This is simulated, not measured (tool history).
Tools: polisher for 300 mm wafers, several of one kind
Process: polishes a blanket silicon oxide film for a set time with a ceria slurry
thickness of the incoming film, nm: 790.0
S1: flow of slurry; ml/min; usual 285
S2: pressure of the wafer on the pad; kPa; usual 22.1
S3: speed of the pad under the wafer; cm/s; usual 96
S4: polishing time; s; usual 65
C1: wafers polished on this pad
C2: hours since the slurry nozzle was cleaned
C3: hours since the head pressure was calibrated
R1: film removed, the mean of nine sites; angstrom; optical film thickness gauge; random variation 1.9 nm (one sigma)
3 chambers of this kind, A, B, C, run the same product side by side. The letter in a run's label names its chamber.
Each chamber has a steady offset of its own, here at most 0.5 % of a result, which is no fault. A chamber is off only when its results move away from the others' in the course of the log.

-- hour=2.3 chamber A: worn pad replaced by a new one
run 1B hour=5.4 | S1=285 S2=22.1 S3=96 S4=65 | C1=1055 C2=104.4 C3=356.1 | R1=2494.3
-- hour=8.0 chamber C: slurry nozzle cleaned
run 2A hour=10.6 | S1=285 S2=22.1 S3=96 S4=65 | C1=76 C2=224.4 C3=483.2 | R1=2523.4
-- hour=13.6 chamber B: worn pad replaced by a new one
run 3C hour=13.8 | S1=285 S2=22.1 S3=96 S4=65 | C1=289 C2=5.8 C3=304.1 | R1=2476.8
run 4A hour=18.3 | S1=285 S2=22.1 S3=96 S4=65 | C1=146 C2=232.1 C3=490.9 | R1=2527.1
run 5C hour=23.8 | S1=285 S2=22.1 S3=120 S4=65 | C1=380 C2=15.8 C3=314.1 | R1=3137.9
run 6B hour=29.1 | S1=285 S2=22.1 S3=120 S4=65 | C1=142 C2=128.1 C3=379.8 | R1=3075.7
run 7A hour=32.2 | S1=285 S2=22.1 S3=120 S4=65 | C1=273 C2=246.0 C3=504.8 | R1=3086.4
run 8B hour=36.1 | S1=285 S2=22.1 S3=96 S4=65 | C1=206 C2=135.1 C3=386.8 | R1=2488.6
run 9C hour=40.3 | S1=285 S2=22.1 S3=96 S4=65 | C1=531 C2=32.3 C3=330.6 | R1=2459.7
run 10A hour=44.5 | S1=285 S2=22.1 S3=96 S4=65 | C1=386 C2=258.3 C3=517.1 | R1=2536.5
run 11C hour=48.4 | S1=345 S2=25.5 S3=96 S4=65 | C1=605 C2=40.4 C3=338.7 | R1=2923.1
run 12B hour=51.3 | S1=345 S2=25.5 S3=96 S4=65 | C1=345 C2=150.3 C3=402.0 | R1=2931.8
run 13B hour=56.8 | S1=345 S2=25.5 S3=96 S4=65 | C1=395 C2=155.8 C3=407.5 | R1=2921.4
-- hour=58.4 chamber A: slurry nozzle cleaned
run 14A hour=61.6 | S1=285 S2=22.1 S3=96 S4=65 | C1=542 C2=3.3 C3=534.2 | R1=2564.7
run 15C hour=65.6 | S1=285 S2=22.1 S3=96 S4=65 | C1=763 C2=57.6 C3=355.9 | R1=2488.5
run 16B hour=70.7 | S1=285 S2=22.1 S3=96 S4=65 | C1=522 C2=169.7 C3=421.4 | R1=2523.3
run 17A hour=74.2 | S1=285 S2=22.1 S3=96 S4=65 | C1=657 C2=15.9 C3=546.8 | R1=2620.7
run 18C hour=77.5 | S1=285 S2=22.1 S3=96 S4=65 | C1=871 C2=69.5 C3=367.8 | R1=2503.4
run 19B hour=81.4 | S1=285 S2=22.1 S3=96 S4=65 | C1=620 C2=180.4 C3=432.1 | R1=2478.9
run 20A hour=85.5 | S1=285 S2=22.1 S3=96 S4=65 | C1=761 C2=27.2 C3=558.1 | R1=2667.6
run 21C hour=88.8 | S1=285 S2=22.1 S3=96 S4=65 | C1=975 C2=80.8 C3=379.1 | R1=2490.1
run 22B hour=94.4 | S1=285 S2=22.1 S3=96 S4=65 | C1=739 C2=193.4 C3=445.1 | R1=2514.5
run 23A hour=99.5 | S1=285 S2=22.1 S3=96 S4=65 | C1=889 C2=41.2 C3=572.1 | R1=2691.4
run 24C hour=102.1 | S1=285 S2=22.1 S3=96 S4=65 | C1=1096 C2=94.1 C3=392.4 | R1=2508.7
run 25C hour=105.3 | S1=285 S2=22.1 S3=96 S4=65 | C1=1126 C2=97.3 C3=395.6 | R1=2486.9
run 26A hour=110.4 | S1=285 S2=22.1 S3=96 S4=65 | C1=988 C2=52.1 C3=583.0 | R1=2716.7
run 27B hour=113.3 | S1=285 S2=22.1 S3=96 S4=65 | C1=912 C2=212.3 C3=464.0 | R1=2507.0

Next, every chamber runs the same settings. What will each give?
run 28A hour=117.6 | S1=285 S2=22.1 S3=126 S4=65 | R1=?
run 28B hour=117.6 | S1=285 S2=22.1 S3=126 S4=65 | R1=?
run 28C hour=117.6 | S1=285 S2=22.1 S3=126 S4=65 | R1=?

run=28A R1=3648.4
run=28B R1=3230.3
run=28C R1=3241.1
